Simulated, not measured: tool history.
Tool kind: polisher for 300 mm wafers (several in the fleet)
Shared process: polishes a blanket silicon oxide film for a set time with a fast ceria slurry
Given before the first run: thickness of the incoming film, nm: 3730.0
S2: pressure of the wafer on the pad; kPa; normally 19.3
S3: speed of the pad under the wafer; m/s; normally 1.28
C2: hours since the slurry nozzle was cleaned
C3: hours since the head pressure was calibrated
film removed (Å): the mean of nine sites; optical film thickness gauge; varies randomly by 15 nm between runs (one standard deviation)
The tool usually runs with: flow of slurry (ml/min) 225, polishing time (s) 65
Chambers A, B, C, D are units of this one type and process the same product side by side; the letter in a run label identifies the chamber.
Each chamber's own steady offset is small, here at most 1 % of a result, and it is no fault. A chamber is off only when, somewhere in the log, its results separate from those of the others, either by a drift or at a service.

Run 1C, day 0.171: usual settings; wafers polished on this pad 1203; C2 83.7; C3 460.9. Result: film removed (Å) 13989.
Run 2B, day 0.271: usual settings; wafers polished on this pad 164; C2 615.3; C3 759.0. Result: film removed (Å) 13743.
Run 3A, day 0.358: usual settings; wafers polished on this pad 947; C2 43.9; C3 654.3. Result: film removed (Å) 13581.
At day 0.375: chamber D: head pressure recalibrated.
Run 4D, day 0.471: usual settings; wafers polished on this pad 217; C2 155.3; C3 2.4. Result: film removed (Å) 13374.
At day 0.579: chamber A: worn pad replaced by a new one.
Run 5C, day 0.650: usual settings; wafers polished on this pad 1328; C2 95.2; C3 472.4. Result: film removed (Å) 13554.
Run 6D, day 0.771: usual settings; wafers polished on this pad 296; C2 162.5; C3 9.6. Result: film removed (Å) 13540.
Run 7B, day 0.879: usual settings; wafers polished on this pad 323; C2 629.9; C3 773.6. Result: film removed (Å) 13548.
Run 8A, day 0.988: usual settings; wafers polished on this pad 107; C2 59.0; C3 669.4. Result: film removed (Å) 13588.
Run 9C, day 1.117: usual settings; wafers polished on this pad 1450; C2 106.4; C3 483.6. Result: film removed (Å) 13706.
Run 10A, day 1.254: usual settings; wafers polished on this pad 177; C2 65.4; C3 675.8. Result: film removed (Å) 13480.
Run 11D, day 1.338: usual settings but S3 1.48 m/s; wafers polished on this pad 444; C2 176.1; C3 23.2. Result: film removed (Å) 15269.
At day 1.475: chamber C: worn pad replaced by a new one.
Run 12B, day 1.475: usual settings but S3 1.48 m/s; wafers polished on this pad 479; C2 644.2; C3 787.9. Result: film removed (Å) 15861.
Run 13D, day 1.638: usual settings but S3 1.48 m/s; wafers polished on this pad 522; C2 183.3; C3 30.4. Result: film removed (Å) 15374.
Run 14A, day 1.762: usual settings but S3 1.48 m/s; wafers polished on this pad 310; C2 77.6; C3 688.0. Result: film removed (Å) 15815.
Run 15B, day 1.846: usual settings but flow of slurry (ml/min) 300; wafers polished on this pad 576; C2 653.1; C3 796.8. Result: film removed (Å) 14174.
Run 16C, day 2.012: usual settings but flow of slurry (ml/min) 300; wafers polished on this pad 141; C2 127.9; C3 505.1. Result: film removed (Å) 14036.
At day 2.029: chamber B: slurry nozzle cleaned.
Run 17B, day 2.112: usual settings but flow of slurry (ml/min) 300; wafers polished on this pad 646; C2 2.0; C3 803.2. Result: film removed (Å) 14309.
Run 18C, day 2.204: usual settings but flow of slurry (ml/min) 300; wafers polished on this pad 191; C2 132.5; C3 509.7. Result: film removed (Å) 14524.
Run 19A, day 2.308: usual settings; wafers polished on this pad 453; C2 90.7; C3 701.1. Result: film removed (Å) 13639.
Run 20D, day 2.433: usual settings but S3 1.42 m/s; wafers polished on this pad 731; C2 202.4; C3 49.5. Result: film removed (Å) 14800.
Run 21A, day 2.542: usual settings but S3 1.42 m/s; wafers polished on this pad 514; C2 96.3; C3 706.7. Result: film removed (Å) 14816.
At day 2.621: chamber D: worn pad replaced by a new one.
Run 22C, day 2.688: usual settings but S3 1.42 m/s; wafers polished on this pad 317; C2 144.1; C3 521.3. Result: film removed (Å) 15396.
Run 23B, day 2.788: usual settings but S3 1.42 m/s; wafers polished on this pad 822; C2 18.2; C3 819.4. Result: film removed (Å) 15154.
Run 24D, day 2.942: usual settings; wafers polished on this pad 84; C2 214.6; C3 61.7. Result: film removed (Å) 13687.
Run 25A, day 3.025: usual settings but S2 23.4 kPa, polishing time (s) 57; wafers polished on this pad 640; C2 107.9; C3 718.3. Result: film removed (Å) 14382.
Run 26C, day 3.146: usual settings but S2 23.4 kPa, polishing time (s) 57; wafers polished on this pad 437; C2 155.1; C3 532.3. Result: film removed (Å) 14591.
Run 27B, day 3.312: usual settings but S2 23.4 kPa, polishing time (s) 57; wafers polished on this pad 960; C2 30.8; C3 832.0. Result: film removed (Å) 14494.
At day 3.325: chamber A: head pressure recalibrated.
Run 28D, day 3.462: usual settings but S2 23.4 kPa, polishing time (s) 57; wafers polished on this pad 221; C2 227.1; C3 74.2. Result: film removed (Å) 14374.
Run 29A, day 3.588: usual settings; wafers polished on this pad 787; C2 121.4; C3 6.4. Result: film removed (Å) 13647.
Run 30B, day 3.717: usual settings; wafers polished on this pad 1065; C2 40.5; C3 841.7. Result: film removed (Å) 14027.
Run 31D, day 3.896: usual settings; wafers polished on this pad 334; C2 237.5; C3 84.6. Result: film removed (Å) 13467.

Next, every chamber runs the same settings. What will each give?
Run 32A, day 4.025: usual settings. Result: film removed (Å) ?.
Run 32B, day 4.025: usual settings. Result: film removed (Å) ?.
Run 32C, day 4.025: usual settings. Result: film removed (Å) ?.
Run 32D, day 4.025: usual settings. Result: film removed (Å) ?.

run  film removed (Å)
32A             13550
32B             13374
32C             13924
32D             13606

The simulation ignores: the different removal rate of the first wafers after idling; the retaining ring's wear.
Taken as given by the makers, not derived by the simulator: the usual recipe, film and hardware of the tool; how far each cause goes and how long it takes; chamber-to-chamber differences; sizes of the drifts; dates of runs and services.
